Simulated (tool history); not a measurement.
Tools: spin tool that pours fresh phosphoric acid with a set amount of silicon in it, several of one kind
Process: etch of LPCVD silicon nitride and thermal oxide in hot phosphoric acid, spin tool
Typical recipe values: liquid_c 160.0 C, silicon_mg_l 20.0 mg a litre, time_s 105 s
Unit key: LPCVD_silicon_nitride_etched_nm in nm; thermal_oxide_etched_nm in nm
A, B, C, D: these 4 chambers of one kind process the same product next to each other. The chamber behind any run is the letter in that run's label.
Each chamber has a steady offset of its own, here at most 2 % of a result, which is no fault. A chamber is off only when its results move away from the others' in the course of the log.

run	hour	liquid_c	silicon_mg_l	time_s	hours since the thermometer was replaced	hours since the dissolved silicon flow meter was replaced	hours since the heated supply line was repaired	read-back film thickness of the LPCVD silicon nitride reference wafer, read on the same gauge (nm)	read-back film thickness of the thermal oxide reference wafer, read on the same gauge (nm)	LPCVD_silicon_nitride_etched_nm	thermal_oxide_etched_nm
1C	4.9	160.0	20.0	105	2254.5	400.0	449.1	80.004	70.006	10.6810	0.21074
# hour 9.5: chamber D: dissolved silicon flow meter replaced
2D	13.4	160.0	20.0	105	1867.8	4.0	872.4	79.969	69.996	10.4760	0.17113
3A	19.1	160.0	20.0	105	3130.9	904.5	469.6	79.999	69.958	10.6350	0.17462
4B	27.8	160.0	20.0	105	2483.2	1566.9	776.6	79.991	69.978	10.5590	0.22220
5A	36.3	160.0	20.0	105	3148.1	921.7	486.8	80.021	69.964	10.6530	0.21491
6D	42.3	160.0	20.0	105	1896.7	32.9	901.3	79.988	70.044	10.5370	0.18906
7C	50.9	160.0	20.0	105	2300.5	446.0	495.1	79.987	69.924	10.6690	0.21072
8B	56.6	160.0	20.0	105	2512.0	1595.7	805.4	79.982	70.008	10.5400	0.16171
9A	62.3	160.0	20.0	105	3174.1	947.7	512.8	80.006	70.065	10.7650	0.19526
# hour 64.6: chamber A: thermometer replaced
10C	67.9	160.0	20.0	105	2317.5	463.0	512.1	79.989	69.987	10.7990	0.17812
11B	76.8	160.0	20.0	105	2532.2	1615.9	825.6	80.028	69.961	10.5430	0.15806
12D	82.1	160.0	20.0	105	1936.5	72.7	941.1	79.995	70.027	10.5020	0.14455
13B	88.8	160.0	20.0	105	2544.2	1627.9	837.6	80.011	69.986	10.5420	0.13567
14D	93.7	160.0	20.0	105	1948.1	84.3	952.7	79.984	70.016	10.4680	0.17268
15A	102.9	160.0	20.0	105	38.3	988.3	553.4	80.010	70.002	10.7300	0.19032
16C	110.0	160.0	20.0	105	2359.6	505.1	554.2	79.977	69.978	10.6840	0.19891
17C	118.2	160.0	20.0	105	2367.8	513.3	562.4	80.011	69.989	10.6930	0.17790
18A	122.4	160.0	20.0	105	57.8	1007.8	572.9	80.003	70.023	10.7530	0.19321
19D	130.4	160.0	20.0	105	1984.8	121.0	989.4	80.008	69.994	10.4760	0.17963
20B	136.0	160.0	20.0	105	2591.4	1675.1	884.8	79.978	69.952	10.5980	0.19025
21B	143.3	160.0	20.0	105	2598.7	1682.4	892.1	80.018	70.035	10.5030	0.18913
22A	149.4	160.0	20.0	105	84.8	1034.8	599.9	80.007	69.982	10.7900	0.15947
23D	157.2	158.5	25.5	105	2011.6	147.8	1016.2	80.011	70.035	10.0210	0.15497
24C	165.3	158.5	25.5	105	2414.9	560.4	609.5	80.012	70.003	10.2350	0.11105
25A	173.2	158.5	25.5	105	108.6	1058.6	623.7	80.006	69.991	10.1480	0.13625
26B	180.5	158.5	25.5	105	2635.9	1719.6	929.3	79.983	69.978	9.9852	0.12491
27D	188.1	160.0	20.0	105	2042.5	178.7	1047.1	80.010	69.991	10.5320	0.21598
28C	196.5	160.0	20.0	105	2446.1	591.6	640.7	79.956	69.993	10.6340	0.23731
29D	203.7	158.0	29.5	105	2058.1	194.3	1062.7	80.014	69.999	9.7792	0.11277
30C	208.3	158.0	29.5	105	2457.9	603.4	652.5	80.033	70.037	10.0330	0.12111
31A	214.4	158.0	29.5	105	149.8	1099.8	664.9	79.998	69.963	10.0760	0.14972
32B	222.8	158.0	29.5	105	2678.2	1761.9	971.6	79.979	69.964	9.9029	0.10261
33A	228.9	161.0	20.0	105	164.3	1114.3	679.4	79.994	70.004	11.0810	0.19977
34C	233.6	161.0	20.0	105	2483.2	628.7	677.8	79.974	69.986	11.0610	0.23266
35B	240.6	161.0	20.0	105	2696.0	1779.7	989.4	80.016	70.037	10.9140	0.18204
36D	246.7	161.0	20.0	105	2101.1	237.3	1105.7	80.021	70.034	10.8710	0.19523
37D	254.7	160.0	20.0	105	2109.1	245.3	1113.7	79.979	70.014	10.4970	0.18240
38B	262.7	160.0	20.0	105	2718.1	1801.8	1011.5	79.985	69.979	10.6100	0.21742
39A	268.6	160.0	7.0	130	204.0	1154.0	719.1	79.986	70.019	13.2540	0.31368
40C	276.1	160.0	7.0	130	2525.7	671.2	720.3	79.992	69.990	13.2210	0.28511
41C	283.6	160.0	7.0	130	2533.2	678.7	727.8	80.036	69.979	13.2740	0.26796

All chambers now run identical settings, listed one chamber a line with results as question marks. What results will each chamber show?
42A	290.2	160.0	20.0	105						?	?
42B	290.2	160.0	20.0	105						?	?
42C	290.2	160.0	20.0	105						?	?
42D	290.2	160.0	20.0	105						?	?

run	LPCVD_silicon_nitride_etched_nm	thermal_oxide_etched_nm
42A	10.8090	0.22440
42B	10.5350	0.15923
42C	10.6810	0.21864
42D	10.4000	0.20876
